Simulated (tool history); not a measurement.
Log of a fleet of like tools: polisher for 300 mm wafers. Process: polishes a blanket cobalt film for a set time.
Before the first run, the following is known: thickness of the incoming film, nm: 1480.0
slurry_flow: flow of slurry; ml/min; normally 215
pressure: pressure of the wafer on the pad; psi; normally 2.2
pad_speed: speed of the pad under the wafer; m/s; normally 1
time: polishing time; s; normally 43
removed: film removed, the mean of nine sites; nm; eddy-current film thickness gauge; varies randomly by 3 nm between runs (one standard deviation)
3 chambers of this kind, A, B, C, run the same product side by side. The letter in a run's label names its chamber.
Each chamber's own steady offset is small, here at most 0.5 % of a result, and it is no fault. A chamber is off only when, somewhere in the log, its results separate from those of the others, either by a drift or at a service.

At hour 0.6: chamber A: worn pad replaced by a new one.
At hour 2.7: chamber C: slurry nozzle cleaned.
Run 1A, hour 3.8: usual settings. Result: removed 227.55 nm.
Run 2C, hour 7: usual settings. Result: removed 225.4 nm.
Run 3B, hour 10.8: usual settings. Result: removed 222.64 nm.
Run 4B, hour 14.7: usual settings. Result: removed 222.88 nm.
Run 5C, hour 18.4: usual settings but slurry_flow 185 ml/min, pad_speed 1.16 m/s. Result: removed 253.81 nm.
Run 6A, hour 22.7: usual settings but slurry_flow 185 ml/min, pad_speed 1.16 m/s. Result: removed 246.62 nm.
Run 7B, hour 25.5: usual settings but slurry_flow 185 ml/min, pad_speed 1.16 m/s. Result: removed 249.09 nm.
Run 8C, hour 27.9: usual settings. Result: removed 222.39 nm.
Run 9A, hour 31.1: usual settings but slurry_flow 285 ml/min, pressure 2.8 psi. Result: removed 288.74 nm.
Run 10A, hour 34.1: usual settings but slurry_flow 285 ml/min, pressure 2.8 psi. Result: removed 292.12 nm.
Run 11C, hour 38.3: usual settings but slurry_flow 285 ml/min, pressure 2.8 psi. Result: removed 289.17 nm.
Run 12B, hour 42.2: usual settings. Result: removed 211.77 nm.
Run 13C, hour 46.6: usual settings. Result: removed 223.36 nm.
At hour 47.4: chamber B: worn pad replaced by a new one.
At hour 48.6: chamber C: worn pad replaced by a new one.
Run 14B, hour 49.6: usual settings. Result: removed 210.04 nm.
Run 15A, hour 53.3: usual settings. Result: removed 223.21 nm.
Run 16B, hour 57.8: usual settings. Result: removed 208.29 nm.
Run 17C, hour 61.1: usual settings. Result: removed 227.98 nm.
Run 18A, hour 65.5: usual settings. Result: removed 222.87 nm.
Run 19A, hour 69.9: usual settings. Result: removed 219.68 nm.
Run 20C, hour 73: usual settings but pressure 2.6 psi, time 48 s. Result: removed 301.1 nm.
Run 21B, hour 76.6: usual settings but pressure 2.6 psi, time 48 s. Result: removed 269.1 nm.
Run 22B, hour 80.7: usual settings but pressure 2.6 psi, time 48 s. Result: removed 272.5 nm.
Run 23A, hour 84.4: usual settings. Result: removed 223.29 nm.
Run 24C, hour 87.6: usual settings. Result: removed 226.73 nm.
Run 25C, hour 90.1: usual settings but pressure 1.7 psi, pad_speed 1.3 m/s. Result: removed 226.17 nm.
Run 26A, hour 94.1: usual settings but pressure 1.7 psi, pad_speed 1.3 m/s. Result: removed 224.1 nm.
Run 27B, hour 96.4: usual settings but pressure 1.7 psi, pad_speed 1.3 m/s. Result: removed 200.05 nm.
Run 28C, hour 100.4: usual settings. Result: removed 223.13 nm.
Run 29B, hour 103: usual settings. Result: removed 201.84 nm.
Run 30A, hour 105.2: usual settings. Result: removed 221.84 nm.
Run 31B, hour 107.7: usual settings but pad_speed 0.76 m/s. Result: removed 152.46 nm.
Run 32C, hour 109.9: usual settings but pad_speed 0.76 m/s. Result: removed 175 nm.
At hour 113.4: chamber A: worn pad replaced by a new one.
Run 33A, hour 114.5: usual settings but pad_speed 0.76 m/s. Result: removed 168.63 nm.
At hour 115: chamber B: worn pad replaced by a new one.
Run 34A, hour 118.7: usual settings. Result: removed 217.58 nm.
Run 35B, hour 121.6: usual settings. Result: removed 197.62 nm.

All chambers now run identical settings, listed one chamber a line with results as question marks. What results will each chamber show?
Run 36A, hour 125: usual settings. Result: removed ?.
Run 36B, hour 125: usual settings. Result: removed ?.
Run 36C, hour 125: usual settings. Result: removed ?.

run  removed
36A   220.83
36B   197.14
36C   224.78
